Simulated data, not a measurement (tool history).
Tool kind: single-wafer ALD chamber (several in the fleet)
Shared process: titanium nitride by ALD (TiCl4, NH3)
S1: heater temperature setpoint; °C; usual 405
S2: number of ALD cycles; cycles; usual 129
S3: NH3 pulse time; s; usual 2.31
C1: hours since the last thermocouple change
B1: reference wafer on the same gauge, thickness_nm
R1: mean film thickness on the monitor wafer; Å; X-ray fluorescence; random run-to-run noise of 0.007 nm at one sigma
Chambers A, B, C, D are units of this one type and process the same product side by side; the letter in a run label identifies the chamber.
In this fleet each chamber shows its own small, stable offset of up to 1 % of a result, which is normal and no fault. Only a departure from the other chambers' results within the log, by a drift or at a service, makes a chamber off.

Run 1A, hour 8.6: usual settings; C1 2015.1; B1 2.5707. Result: R1 28.447 Å.
Run 2B, hour 15.3: usual settings; C1 442.4; B1 2.5708. Result: R1 28.610 Å.
Run 3C, hour 22.8: usual settings; C1 1794.5; B1 2.5711. Result: R1 28.988 Å.
Run 4D, hour 31.0: usual settings; C1 1388.6; B1 2.5713. Result: R1 28.844 Å.
Run 5A, hour 38.7: usual settings; C1 2045.2; B1 2.5707. Result: R1 28.672 Å.
Run 6C, hour 44.3: usual settings; C1 1816.0; B1 2.5704. Result: R1 28.739 Å.
Run 7D, hour 50.1: usual settings; C1 1407.7; B1 2.5718. Result: R1 28.768 Å.
Run 8B, hour 54.0: usual settings but S1 414 °C; C1 481.1; B1 2.5707. Result: R1 28.592 Å.
At hour 56.0: chamber A: thermocouple changed; heater temperature recalibrated.
Run 9B, hour 60.0: usual settings but S1 414 °C; C1 487.1; B1 2.5695. Result: R1 28.666 Å.
Run 10C, hour 64.7: usual settings but S1 414 °C; C1 1836.4; B1 2.5705. Result: R1 28.852 Å.
Run 11A, hour 72.0: usual settings but S1 414 °C; C1 16.1; B1 2.5705. Result: R1 28.649 Å.
Run 12D, hour 78.2: usual settings; C1 1435.8; B1 2.5673. Result: R1 28.647 Å.
Run 13D, hour 83.7: usual settings; C1 1441.3; B1 2.5691. Result: R1 28.838 Å.
Run 14B, hour 89.0: usual settings but S2 144 cycles, S3 1.90 s; C1 516.1; B1 2.5706. Result: R1 31.656 Å.
Run 15A, hour 96.6: usual settings but S2 144 cycles, S3 1.90 s; C1 40.7; B1 2.5710. Result: R1 31.627 Å.
Run 16C, hour 102.0: usual settings but S2 144 cycles, S3 1.90 s; C1 1873.7; B1 2.5705. Result: R1 31.936 Å.
Run 17B, hour 109.2: usual settings but S2 144 cycles, S3 1.90 s; C1 536.3; B1 2.5688. Result: R1 31.687 Å.
Run 18A, hour 115.3: usual settings but S3 1.88 s; C1 59.4; B1 2.5698. Result: R1 28.187 Å.
Run 19D, hour 123.2: usual settings but S3 1.88 s; C1 1480.8; B1 2.5702. Result: R1 28.503 Å.
Run 20C, hour 130.2: usual settings but S3 1.88 s; C1 1901.9; B1 2.5694. Result: R1 28.665 Å.
Run 21C, hour 136.3: usual settings but S3 1.88 s; C1 1908.0; B1 2.5703. Result: R1 28.648 Å.
Run 22D, hour 141.1: usual settings but S3 2.83 s; C1 1498.7; B1 2.5711. Result: R1 28.926 Å.
Run 23A, hour 149.1: usual settings but S3 2.83 s; C1 93.2; B1 2.5709. Result: R1 28.773 Å.
Run 24B, hour 157.8: usual settings but S3 2.83 s; C1 584.9; B1 2.5722. Result: R1 28.778 Å.
Run 25D, hour 165.3: usual settings but S3 2.83 s; C1 1522.9; B1 2.5698. Result: R1 29.064 Å.
Run 26C, hour 169.7: usual settings but S1 418 °C, S3 2.63 s; C1 1941.4; B1 2.5682. Result: R1 29.110 Å.
Run 27B, hour 175.4: usual settings but S1 418 °C, S3 2.63 s; C1 602.5; B1 2.5691. Result: R1 28.754 Å.
Run 28A, hour 180.9: usual settings but S1 418 °C, S3 2.63 s; C1 125.0; B1 2.5695. Result: R1 28.661 Å.
Run 29C, hour 188.9: usual settings but S1 418 °C, S3 2.63 s; C1 1960.6; B1 2.5700. Result: R1 29.174 Å.
Run 30A, hour 196.7: usual settings; C1 140.8; B1 2.5705. Result: R1 28.482 Å.
Run 31D, hour 204.2: usual settings; C1 1561.8; B1 2.5698. Result: R1 28.755 Å.
Run 32B, hour 212.1: usual settings; C1 639.2; B1 2.5704. Result: R1 28.533 Å.

Read the log: is a single chamber off, either drifting away or since a service, is the gauge that measures every chamber drifting, or is nothing wrong beyond small per-chamber offsets? Name any odd chamber and what most likely caused it.

The fleet is healthy, with each chamber sitting at its usual small offset and no drift in the gauge.
